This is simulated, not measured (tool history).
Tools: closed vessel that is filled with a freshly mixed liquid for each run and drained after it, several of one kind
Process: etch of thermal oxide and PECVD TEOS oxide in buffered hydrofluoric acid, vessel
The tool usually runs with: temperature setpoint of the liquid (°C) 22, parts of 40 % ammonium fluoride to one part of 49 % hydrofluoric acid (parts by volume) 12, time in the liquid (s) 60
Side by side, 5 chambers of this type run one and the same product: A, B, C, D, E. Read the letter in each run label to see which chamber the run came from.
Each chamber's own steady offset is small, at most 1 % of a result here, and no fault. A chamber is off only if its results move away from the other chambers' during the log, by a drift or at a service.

run	hour	temperature setpoint of the liquid (°C)	parts of 40 % ammonium fluoride to one part of 49 % hydrofluoric acid (parts by volume)	time in the liquid (s)	read-back film thickness of the thermal oxide reference wafer, read on the same gauge (nm)	read-back film thickness of the PECVD TEOS oxide reference wafer, read on the same gauge (nm)	thickness taken off the thermal oxide on a monitor wafer (angstrom)	thickness taken off the PECVD TEOS oxide on a monitor wafer (angstrom)
1C	11.5	22	12	60	109.98	120.02	525.21	1049.4
# hour 14.8: chamber B: hydrofluoric acid flow meter replaced
2A	20	22	12	60	110	120	533.38	1024.9
3B	31.6	22	12	60	110	119.99	532.7	1026.7
4D	44.6	22	12	60	110.02	120.01	534.22	1027.6
5E	56	22	12	60	110.02	119.98	538.04	1023.8
6D	68.5	20	12	60	110.01	119.98	472.62	920.42
7C	75.2	20	12	60	110.02	120	473.06	919.1
8E	83.4	20	12	60	110	120.01	478.07	925.98
9A	89.3	20	12	60	110	120	474.62	925.56
10B	100.3	20	12	60	109.98	119.99	471.63	914.64
11C	108.7	22	12	60	109.99	119.99	527.74	1033.7
12E	116.4	22	10.5	60	110.01	120.03	603.42	1163.4
13B	125.3	22	10.5	60	110.03	120.01	586.65	1185
14A	134.5	22	10.5	60	110	119.99	616.45	1184.5
15D	141.5	22	10.5	60	109.99	119.98	599.5	1140.4
16B	147.1	22	10.5	60	110.01	120	593.95	1176.1
17C	156.9	22	12	60	110.03	120	518.31	1043.6
18A	169.9	22	8.5	30	110.01	119.98	366.19	713.37
19E	175.6	22	8.5	30	110.02	120	359.97	699.88
20D	182.5	22	8.5	30	110.01	119.99	360.32	688.64
21E	192.9	22	8.5	30	110.04	120	360.73	709.28
22A	205	22	8.5	30	110.02	120	354.93	706
# hour 210.5: chamber E: hydrofluoric acid flow meter replaced
23B	214.6	22	12	60	110.03	119.98	525.59	1023.3
24D	220.6	22	12	60	109.98	119.98	529.1	1016.9
# hour 224.3: chamber A: thermometer replaced
25C	231	22	12	60	109.97	120	519.9	1030
26C	240.1	22	12	60	109.99	120.01	521.23	1025.2
27E	247.4	22	12	60	110	120.01	520.2	1036.1
28A	255.6	22	12	60	109.97	120	535.84	1030.6
29D	268.3	22	12	60	110	119.99	527.08	1000.9
30B	280.4	22	12	60	110.03	120.01	528.33	1022.8
31E	290.6	22	12	60	110.01	120.02	524.99	1018.1
32B	298.4	22	12	60	110	119.98	524.19	1021.1
33C	306.4	22	12	60	109.99	119.98	522.19	1036.3
34D	312.7	22	12	60	110	120.01	530.92	1028.5

Each of the 5 chambers runs these same settings next. Fill in every chamber's results:
35A	322	22	12	60			?	?
35B	322	22	12	60			?	?
35C	322	22	12	60			?	?
35D	322	22	12	60			?	?
35E	322	22	12	60			?	?

run	thickness taken off the thermal oxide on a monitor wafer (angstrom)	thickness taken off the PECVD TEOS oxide on a monitor wafer (angstrom)
35A	529.18	1048.9
35B	517.53	1034.9
35C	522.44	1044.5
35D	522.59	1030.4
35E	528.29	1013.2
